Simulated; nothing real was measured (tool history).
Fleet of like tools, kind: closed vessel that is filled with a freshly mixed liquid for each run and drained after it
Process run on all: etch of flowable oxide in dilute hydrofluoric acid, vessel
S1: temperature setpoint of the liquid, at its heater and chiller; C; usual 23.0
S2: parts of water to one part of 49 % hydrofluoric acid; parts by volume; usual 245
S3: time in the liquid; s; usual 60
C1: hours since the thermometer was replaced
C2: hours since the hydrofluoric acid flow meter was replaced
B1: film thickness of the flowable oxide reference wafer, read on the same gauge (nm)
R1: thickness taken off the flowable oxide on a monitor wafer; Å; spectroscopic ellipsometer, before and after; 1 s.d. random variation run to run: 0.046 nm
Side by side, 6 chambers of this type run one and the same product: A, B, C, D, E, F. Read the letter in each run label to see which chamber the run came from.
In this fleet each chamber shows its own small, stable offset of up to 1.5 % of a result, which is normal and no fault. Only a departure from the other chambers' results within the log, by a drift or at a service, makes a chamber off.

run 1A hour=10.1 | S1=23.0 S2=245 S3=60 | C1=63.1 C2=336.9 | B1=130.01 | R1=92.054
run 2E hour=23.3 | S1=23.0 S2=245 S3=60 | C1=1448.7 C2=842.3 | B1=130.00 | R1=90.575
run 3B hour=30.4 | S1=23.0 S2=245 S3=60 | C1=40.3 C2=1098.7 | B1=130.01 | R1=91.180
run 4F hour=37.5 | S1=23.0 S2=245 S3=60 | C1=555.9 C2=1063.4 | B1=130.01 | R1=91.465
run 5C hour=50.4 | S1=23.0 S2=245 S3=60 | C1=1057.8 C2=150.0 | B1=130.01 | R1=91.923
-- hour=54.0 chamber B: hydrofluoric acid flow meter replaced
run 6D hour=63.2 | S1=23.0 S2=245 S3=60 | C1=274.7 C2=187.1 | B1=130.00 | R1=90.563
run 7D hour=72.3 | S1=23.0 S2=245 S3=60 | C1=283.8 C2=196.2 | B1=130.02 | R1=90.038
run 8B hour=81.8 | S1=23.0 S2=245 S3=60 | C1=91.7 C2=27.8 | B1=130.00 | R1=90.416
run 9F hour=92.8 | S1=25.5 S2=200 S3=60 | C1=611.2 C2=1118.7 | B1=129.99 | R1=127.870
run 10A hour=100.4 | S1=25.5 S2=200 S3=60 | C1=153.4 C2=427.2 | B1=129.99 | R1=127.790
run 11C hour=110.9 | S1=25.5 S2=200 S3=60 | C1=1118.3 C2=210.5 | B1=129.99 | R1=128.130
run 12E hour=118.2 | S1=25.5 S2=200 S3=60 | C1=1543.6 C2=937.2 | B1=130.02 | R1=126.600
run 13E hour=130.8 | S1=25.5 S2=200 S3=60 | C1=1556.2 C2=949.8 | B1=129.99 | R1=127.460
run 14D hour=140.4 | S1=25.5 S2=200 S3=60 | C1=351.9 C2=264.3 | B1=129.99 | R1=127.650
run 15B hour=147.4 | S1=23.0 S2=245 S3=60 | C1=157.3 C2=93.4 | B1=130.00 | R1=90.962
run 16A hour=156.8 | S1=23.0 S2=245 S3=60 | C1=209.8 C2=483.6 | B1=130.01 | R1=90.696
-- hour=157.2 chamber E: hydrofluoric acid flow meter replaced
run 17C hour=168.6 | S1=23.0 S2=245 S3=60 | C1=1176.0 C2=268.2 | B1=130.00 | R1=91.753
run 18F hour=175.1 | S1=23.0 S2=245 S3=60 | C1=693.5 C2=1201.0 | B1=129.98 | R1=92.029
run 19F hour=188.0 | S1=23.0 S2=245 S3=60 | C1=706.4 C2=1213.9 | B1=129.98 | R1=90.586
run 20E hour=194.1 | S1=23.0 S2=245 S3=60 | C1=1619.5 C2=36.9 | B1=129.99 | R1=91.190
run 21A hour=202.5 | S1=23.0 S2=245 S3=60 | C1=255.5 C2=529.3 | B1=130.00 | R1=91.255
run 22C hour=215.7 | S1=23.0 S2=245 S3=60 | C1=1223.1 C2=315.3 | B1=129.99 | R1=91.037
run 23D hour=226.6 | S1=23.0 S2=245 S3=60 | C1=438.1 C2=350.5 | B1=129.98 | R1=90.741
run 24B hour=233.3 | S1=23.0 S2=245 S3=60 | C1=243.2 C2=179.3 | B1=129.98 | R1=90.482
run 25E hour=240.3 | S1=23.0 S2=330 S3=60 | C1=1665.7 C2=83.1 | B1=129.99 | R1=62.294
run 26F hour=252.7 | S1=23.0 S2=330 S3=60 | C1=771.1 C2=1278.6 | B1=129.98 | R1=62.517
run 27D hour=261.3 | S1=23.0 S2=330 S3=60 | C1=472.8 C2=385.2 | B1=130.02 | R1=61.592
run 28B hour=270.7 | S1=23.0 S2=330 S3=60 | C1=280.6 C2=216.7 | B1=130.02 | R1=61.988
run 29C hour=277.3 | S1=23.0 S2=330 S3=60 | C1=1284.7 C2=376.9 | B1=129.98 | R1=63.863
run 30A hour=287.8 | S1=23.0 S2=330 S3=60 | C1=340.8 C2=614.6 | B1=130.01 | R1=62.562
run 31C hour=301.3 | S1=26.5 S2=245 S3=60 | C1=1308.7 C2=400.9 | B1=130.01 | R1=104.050
run 32B hour=312.6 | S1=26.5 S2=245 S3=60 | C1=322.5 C2=258.6 | B1=130.00 | R1=101.950
run 33E hour=325.9 | S1=26.5 S2=245 S3=60 | C1=1751.3 C2=168.7 | B1=129.99 | R1=103.570
run 34F hour=332.9 | S1=26.5 S2=245 S3=60 | C1=851.3 C2=1358.8 | B1=129.99 | R1=103.090
run 35D hour=344.2 | S1=26.5 S2=245 S3=60 | C1=555.7 C2=468.1 | B1=130.01 | R1=101.340
run 36A hour=357.8 | S1=26.5 S2=245 S3=60 | C1=410.8 C2=684.6 | B1=130.02 | R1=103.020
run 37F hour=370.2 | S1=23.0 S2=245 S3=60 | C1=888.6 C2=1396.1 | B1=130.01 | R1=90.634
run 38A hour=378.6 | S1=23.0 S2=245 S3=60 | C1=431.6 C2=705.4 | B1=129.97 | R1=92.395
run 39B hour=385.7 | S1=23.0 S2=245 S3=60 | C1=395.6 C2=331.7 | B1=130.02 | R1=90.843
run 40C hour=398.3 | S1=23.0 S2=245 S3=60 | C1=1405.7 C2=497.9 | B1=130.02 | R1=92.387
run 41E hour=405.6 | S1=23.0 S2=245 S3=60 | C1=1831.0 C2=248.4 | B1=130.00 | R1=90.117

The same settings go to every chamber for the next run, one line per chamber below. Forecast the results for each:
run 42A hour=415.8 | S1=23.0 S2=245 S3=60 | R1=?
run 42B hour=415.8 | S1=23.0 S2=245 S3=60 | R1=?
run 42C hour=415.8 | S1=23.0 S2=245 S3=60 | R1=?
run 42D hour=415.8 | S1=23.0 S2=245 S3=60 | R1=?
run 42E hour=415.8 | S1=23.0 S2=245 S3=60 | R1=?
run 42F hour=415.8 | S1=23.0 S2=245 S3=60 | R1=?

run=42A R1=91.258
run=42B R1=90.961
run=42C R1=91.605
run=42D R1=90.654
run=42E R1=90.391
run=42F R1=90.975
